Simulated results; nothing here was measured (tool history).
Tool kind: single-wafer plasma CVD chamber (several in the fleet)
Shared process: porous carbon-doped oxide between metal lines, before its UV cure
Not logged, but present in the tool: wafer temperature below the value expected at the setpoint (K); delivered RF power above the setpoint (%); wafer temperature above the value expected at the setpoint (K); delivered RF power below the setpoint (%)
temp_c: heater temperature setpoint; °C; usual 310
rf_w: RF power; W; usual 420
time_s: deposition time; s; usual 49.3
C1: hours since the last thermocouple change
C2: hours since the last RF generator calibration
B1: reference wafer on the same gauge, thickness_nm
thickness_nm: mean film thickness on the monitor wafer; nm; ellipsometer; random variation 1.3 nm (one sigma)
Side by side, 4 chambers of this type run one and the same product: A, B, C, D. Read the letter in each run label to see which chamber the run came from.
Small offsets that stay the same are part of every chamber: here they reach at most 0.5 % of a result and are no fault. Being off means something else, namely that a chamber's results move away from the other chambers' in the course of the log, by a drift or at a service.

Run 1B, hour 8.3: usual settings; C1 309.3; C2 1589.2; B1 249.92. Result: thickness_nm 217.65 nm.
Run 2A, hour 23.6: usual settings; C1 1599.4; C2 1836.4; B1 249.9. Result: thickness_nm 220.49 nm.
Run 3C, hour 34.9: usual settings; C1 171.5; C2 527.6; B1 250.25. Result: thickness_nm 218.34 nm.
Run 4D, hour 45.4: usual settings; C1 673; C2 1863.5; B1 250.14. Result: thickness_nm 219.46 nm.
Run 5C, hour 55.1: usual settings but rf_w 485 W, time_s 57.6 s; C1 191.7; C2 547.8; B1 250.09. Result: thickness_nm 284.11 nm.
Run 6D, hour 70.8: usual settings but rf_w 485 W, time_s 57.6 s; C1 698.4; C2 1888.9; B1 250.07. Result: thickness_nm 281.83 nm.
Run 7B, hour 84.8: usual settings but rf_w 485 W, time_s 57.6 s; C1 385.8; C2 1665.7; B1 249.88. Result: thickness_nm 285.19 nm.
Run 8A, hour 99.5: usual settings but rf_w 485 W, time_s 57.6 s; C1 1675.3; C2 1912.3; B1 249.7. Result: thickness_nm 285.04 nm.
Run 9D, hour 109.5: usual settings; C1 737.1; C2 1927.6; B1 250.23. Result: thickness_nm 220.05 nm.
Run 10C, hour 123.1: usual settings; C1 259.7; C2 615.8; B1 250.33. Result: thickness_nm 218.33 nm.
Run 11A, hour 137: usual settings; C1 1712.8; C2 1949.8; B1 249.75. Result: thickness_nm 222.33 nm.
Run 12B, hour 144.6: usual settings; C1 445.6; C2 1725.5; B1 250.05. Result: thickness_nm 217.52 nm.
Run 13C, hour 156.5: usual settings but rf_w 500 W, time_s 57.5 s; C1 293.1; C2 649.2; B1 249.87. Result: thickness_nm 289.3 nm.
Run 14A, hour 164.4: usual settings but rf_w 500 W, time_s 57.5 s; C1 1740.2; C2 1977.2; B1 250.04. Result: thickness_nm 288.35 nm.
Run 15D, hour 179.9: usual settings but rf_w 500 W, time_s 57.5 s; C1 807.5; C2 1998; B1 249.87. Result: thickness_nm 293.1 nm.
Run 16B, hour 195.8: usual settings but rf_w 500 W, time_s 57.5 s; C1 496.8; C2 1776.7; B1 249.8. Result: thickness_nm 287.69 nm.
Run 17B, hour 202.9: usual settings; C1 503.9; C2 1783.8; B1 250.15. Result: thickness_nm 222.35 nm.
At hour 214.9: chamber A: RF generator calibrated.
Run 18D, hour 218.5: usual settings; C1 846.1; C2 2036.6; B1 249.72. Result: thickness_nm 218.58 nm.
Run 19A, hour 230.7: usual settings; C1 1806.5; C2 15.8; B1 250.25. Result: thickness_nm 218.09 nm.
Run 20C, hour 245.7: usual settings; C1 382.3; C2 738.4; B1 250.56. Result: thickness_nm 217.21 nm.
Run 21C, hour 258.5: usual settings; C1 395.1; C2 751.2; B1 249.77. Result: thickness_nm 216.84 nm.
Run 22D, hour 267.5: usual settings; C1 895.1; C2 2085.6; B1 250.27. Result: thickness_nm 218.76 nm.
Run 23B, hour 275.3: usual settings but rf_w 360 W, time_s 54.4 s; C1 576.3; C2 1856.2; B1 250.28. Result: thickness_nm 214.07 nm.
Run 24A, hour 283.6: usual settings but rf_w 360 W, time_s 54.4 s; C1 1859.4; C2 68.7; B1 250.14. Result: thickness_nm 212.97 nm.

The same settings go to every chamber for the next run, one line per chamber below. Forecast the results for each:
Run 25A, hour 295.2: usual settings but temp_c 324 °C. Result: thickness_nm ?.
Run 25B, hour 295.2: usual settings but temp_c 324 °C. Result: thickness_nm ?.
Run 25C, hour 295.2: usual settings but temp_c 324 °C. Result: thickness_nm ?.
Run 25D, hour 295.2: usual settings but temp_c 324 °C. Result: thickness_nm ?.

run  thickness_nm
25A        207.12
25B        204.27
25C         202.6
25D        203.49

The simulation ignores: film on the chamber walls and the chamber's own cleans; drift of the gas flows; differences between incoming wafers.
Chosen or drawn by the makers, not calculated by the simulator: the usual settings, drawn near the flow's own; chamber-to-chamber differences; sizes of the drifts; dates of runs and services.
